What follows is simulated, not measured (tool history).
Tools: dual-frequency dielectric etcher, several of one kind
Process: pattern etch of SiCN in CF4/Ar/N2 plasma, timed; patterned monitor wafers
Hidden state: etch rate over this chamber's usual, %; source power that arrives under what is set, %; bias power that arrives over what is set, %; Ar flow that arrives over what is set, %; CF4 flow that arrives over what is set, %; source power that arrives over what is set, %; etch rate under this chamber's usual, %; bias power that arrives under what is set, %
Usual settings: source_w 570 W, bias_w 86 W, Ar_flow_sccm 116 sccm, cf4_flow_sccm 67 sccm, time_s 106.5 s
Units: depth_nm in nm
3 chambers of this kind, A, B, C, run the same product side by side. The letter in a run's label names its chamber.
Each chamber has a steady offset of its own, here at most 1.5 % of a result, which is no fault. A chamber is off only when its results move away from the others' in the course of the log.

| run | hour | source_w | bias_w | Ar_flow_sccm | cf4_flow_sccm | time_s | hours since the last wet clean | hours since the last source power generator calibration | hours since the last bias power generator calibration | hours since the last Ar flow controller change | hours since the last CF4 flow controller change | read-back reference wafer on the same gauge, depth_nm | depth_nm |
|---|---|---|---|---|---|---|---|---|---|---|---|---|---|
| 1B | 6.6 | 570 | 86 | 116 | 67 | 106.5 | 428 | 2095.5 | 3650.6 | 4225.9 | 3077.5 | 97.924 | 115.54 |
| 2C | 10.6 | 570 | 86 | 116 | 67 | 106.5 | 91.9 | 2994.2 | 1990.7 | 1207.3 | 795.7 | 98.109 | 116.28 |
| 3A | 17.6 | 570 | 86 | 116 | 67 | 106.5 | 241.5 | 478.2 | 3364.5 | 1835.9 | 1645.9 | 98.059 | 117.51 |
| 4B | 23.6 | 570 | 86 | 116 | 67 | 106.5 | 445 | 2112.5 | 3667.6 | 4242.9 | 3094.5 | 98.038 | 115.84 |
| 5C | 30.2 | 570 | 86 | 116 | 67 | 106.5 | 111.5 | 3013.8 | 2010.3 | 1226.9 | 815.3 | 97.933 | 116.59 |
| 6A | 38.4 | 570 | 86 | 116 | 67 | 106.5 | 262.3 | 499 | 3385.3 | 1856.7 | 1666.7 | 98.037 | 118.4 |
| 7B | 43.2 | 570 | 86 | 116 | 67 | 106.5 | 464.6 | 2132.1 | 3687.2 | 4262.5 | 3114.1 | 98.062 | 115.5 |
| 8C | 50.7 | 570 | 86 | 116 | 67 | 106.5 | 132 | 3034.3 | 2030.8 | 1247.4 | 835.8 | 98.029 | 115.96 |
| 9A | 58.7 | 570 | 86 | 116 | 67 | 106.5 | 282.6 | 519.3 | 3405.6 | 1877 | 1687 | 98.013 | 118.8 |
| 10A | 67.4 | 570 | 86 | 116 | 67 | 106.5 | 291.3 | 528 | 3414.3 | 1885.7 | 1695.7 | 97.996 | 118.38 |
| 11C | 76 | 570 | 86 | 116 | 67 | 106.5 | 157.3 | 3059.6 | 2056.1 | 1272.7 | 861.1 | 97.964 | 116.85 |
| 12B | 83 | 570 | 86 | 116 | 67 | 106.5 | 504.4 | 2171.9 | 3727 | 4302.3 | 3153.9 | 98.006 | 115.76 |
| 13A | 88.4 | 570 | 86 | 116 | 67 | 106.5 | 312.3 | 549 | 3435.3 | 1906.7 | 1716.7 | 97.993 | 117.26 |
| 14C | 96.2 | 570 | 86 | 116 | 67 | 106.5 | 177.5 | 3079.8 | 2076.3 | 1292.9 | 881.3 | 97.995 | 115.58 |
| 15B | 104.7 | 570 | 86 | 116 | 67 | 106.5 | 526.1 | 2193.6 | 3748.7 | 4324 | 3175.6 | 98.047 | 115.78 |
| 16A | 110.4 | 570 | 86 | 116 | 67 | 106.5 | 334.3 | 571 | 3457.3 | 1928.7 | 1738.7 | 98.012 | 119.02 |
| 17B | 115.8 | 570 | 101 | 98 | 67 | 106.5 | 537.2 | 2204.7 | 3759.8 | 4335.1 | 3186.7 | 98.111 | 125.56 |
|  | 119.3 | chamber B: wet clean of the chamber |
| 18C | 120.4 | 570 | 101 | 98 | 67 | 106.5 | 201.7 | 3104 | 2100.5 | 1317.1 | 905.5 | 97.997 | 125.34 |
| 19A | 124.9 | 570 | 101 | 98 | 67 | 106.5 | 348.8 | 585.5 | 3471.8 | 1943.2 | 1753.2 | 98.038 | 128.41 |
| 20C | 132.5 | 570 | 86 | 116 | 67 | 106.5 | 213.8 | 3116.1 | 2112.6 | 1329.2 | 917.6 | 97.926 | 115.6 |
| 21B | 136.7 | 570 | 86 | 116 | 67 | 106.5 | 17.5 | 2225.6 | 3780.7 | 4356 | 3207.6 | 97.883 | 116.05 |
| 22B | 145.3 | 570 | 86 | 116 | 67 | 106.5 | 26.1 | 2234.2 | 3789.3 | 4364.6 | 3216.2 | 98.138 | 115.82 |
| 23C | 153.4 | 570 | 94 | 116 | 67 | 106.5 | 234.7 | 3137 | 2133.5 | 1350.1 | 938.5 | 97.944 | 118.49 |
| 24A | 162.2 | 570 | 94 | 116 | 67 | 106.5 | 386.1 | 622.8 | 3509.1 | 1980.5 | 1790.5 | 97.996 | 121.31 |
| 25A | 166 | 570 | 94 | 116 | 67 | 106.5 | 389.9 | 626.6 | 3512.9 | 1984.3 | 1794.3 | 98.067 | 120.64 |
| 26B | 174.3 | 570 | 86 | 116 | 67 | 106.5 | 55.1 | 2263.2 | 3818.3 | 4393.6 | 3245.2 | 97.97 | 114.91 |
| 27C | 182.9 | 570 | 86 | 116 | 67 | 106.5 | 264.2 | 3166.5 | 2163 | 1379.6 | 968 | 97.935 | 114.78 |
| 28C | 187.4 | 570 | 86 | 116 | 67 | 106.5 | 268.7 | 3171 | 2167.5 | 1384.1 | 972.5 | 97.941 | 114.09 |
| 29B | 194.5 | 570 | 86 | 116 | 67 | 106.5 | 75.3 | 2283.4 | 3838.5 | 4413.8 | 3265.4 | 97.958 | 115.68 |
| 30A | 199.6 | 570 | 86 | 116 | 67 | 106.5 | 423.5 | 660.2 | 3546.5 | 2017.9 | 1827.9 | 97.861 | 118.51 |
| 31A | 208.5 | 570 | 86 | 116 | 67 | 106.5 | 432.4 | 669.1 | 3555.4 | 2026.8 | 1836.8 | 97.969 | 117.06 |
| 32C | 214.8 | 570 | 76 | 116 | 67 | 106.5 | 296.1 | 3198.4 | 2194.9 | 1411.5 | 999.9 | 98.073 | 108.81 |
| 33B | 221.5 | 570 | 76 | 116 | 67 | 106.5 | 102.3 | 2310.4 | 3865.5 | 4440.8 | 3292.4 | 97.942 | 111.58 |
| 34A | 230.3 | 570 | 76 | 116 | 67 | 106.5 | 454.2 | 690.9 | 3577.2 | 2048.6 | 1858.6 | 97.949 | 112.81 |
| 35B | 237.7 | 570 | 86 | 116 | 57 | 106.5 | 118.5 | 2326.6 | 3881.7 | 4457 | 3308.6 | 97.972 | 112.31 |
|  | 238.5 | chamber A: bias power generator calibrated |
| 36C | 242.8 | 570 | 86 | 116 | 57 | 106.5 | 324.1 | 3226.4 | 2222.9 | 1439.5 | 1027.9 | 97.975 | 109.66 |
| 37B | 250.8 | 570 | 86 | 116 | 57 | 106.5 | 131.6 | 2339.7 | 3894.8 | 4470.1 | 3321.7 | 98.027 | 113.71 |
| 38A | 254.8 | 570 | 86 | 116 | 67 | 106.5 | 478.7 | 715.4 | 16.4 | 2073.1 | 1883.1 | 98.062 | 117.96 |
| 39C | 259.6 | 570 | 86 | 116 | 67 | 106.5 | 340.9 | 3243.2 | 2239.7 | 1456.3 | 1044.7 | 97.963 | 112.1 |
|  | 263.6 | chamber B: bias power generator calibrated |
| 40B | 268.4 | 510 | 86 | 116 | 67 | 106.5 | 149.2 | 2357.3 | 4.9 | 4487.7 | 3339.3 | 98.02 | 104.76 |
| 41A | 276.2 | 510 | 86 | 116 | 67 | 106.5 | 500.1 | 736.8 | 37.8 | 2094.5 | 1904.5 | 97.998 | 107.53 |
| 42C | 284.5 | 510 | 86 | 116 | 67 | 106.5 | 365.8 | 3268.1 | 2264.6 | 1481.2 | 1069.6 | 97.95 | 102.16 |
| 43C | 289.5 | 570 | 86 | 116 | 67 | 106.5 | 370.8 | 3273.1 | 2269.6 | 1486.2 | 1074.6 | 98.001 | 112.21 |
| 44B | 295.3 | 570 | 86 | 116 | 67 | 124 | 176.1 | 2384.2 | 31.8 | 4514.6 | 3366.2 | 98.043 | 134.85 |

Is one chamber off against the others, does the gauge drift, or is nothing wrong? If a chamber is off, say which, and what the likeliest cause is.

Chamber C drifts away from the others.
Cause: etch rate under this chamber's usual, % = 4.24.
The log may not tell that from: source power that arrives under what is set, %.

Here are 4 candidates for chamber C's next run, each the usual settings with a change, their results left as question marks. Which one brings its results back in line with what the others give on the usual settings?
In line means no further than this from the other chambers' mean on the usual settings: depth_nm 1.7 nm
| 45C-1 | 301.6 | 580 | 86 | 116 | 67 | 109.5 |  |  |  |  |  |  | ? |
| 45C-2 | 301.6 | 580 | 87 | 116 | 67 | 106.5 |  |  |  |  |  |  | ? |
| 45C-3 | 301.6 | 570 | 86 | 116 | 67 | 104.5 |  |  |  |  |  |  | ? |
| 45C-4 | 301.6 | 560 | 85 | 116 | 67 | 103.5 |  |  |  |  |  |  | ? |

The other chambers' mean on the usual settings: depth_nm 116.99 nm
| run | depth_nm |
|---|---|
| 45C-1 | 116.56 |
| 45C-2 | 113.85 |
| 45C-3 | 109.59 |
| 45C-4 | 106.44 |
45C-1 brings the chamber back in line.
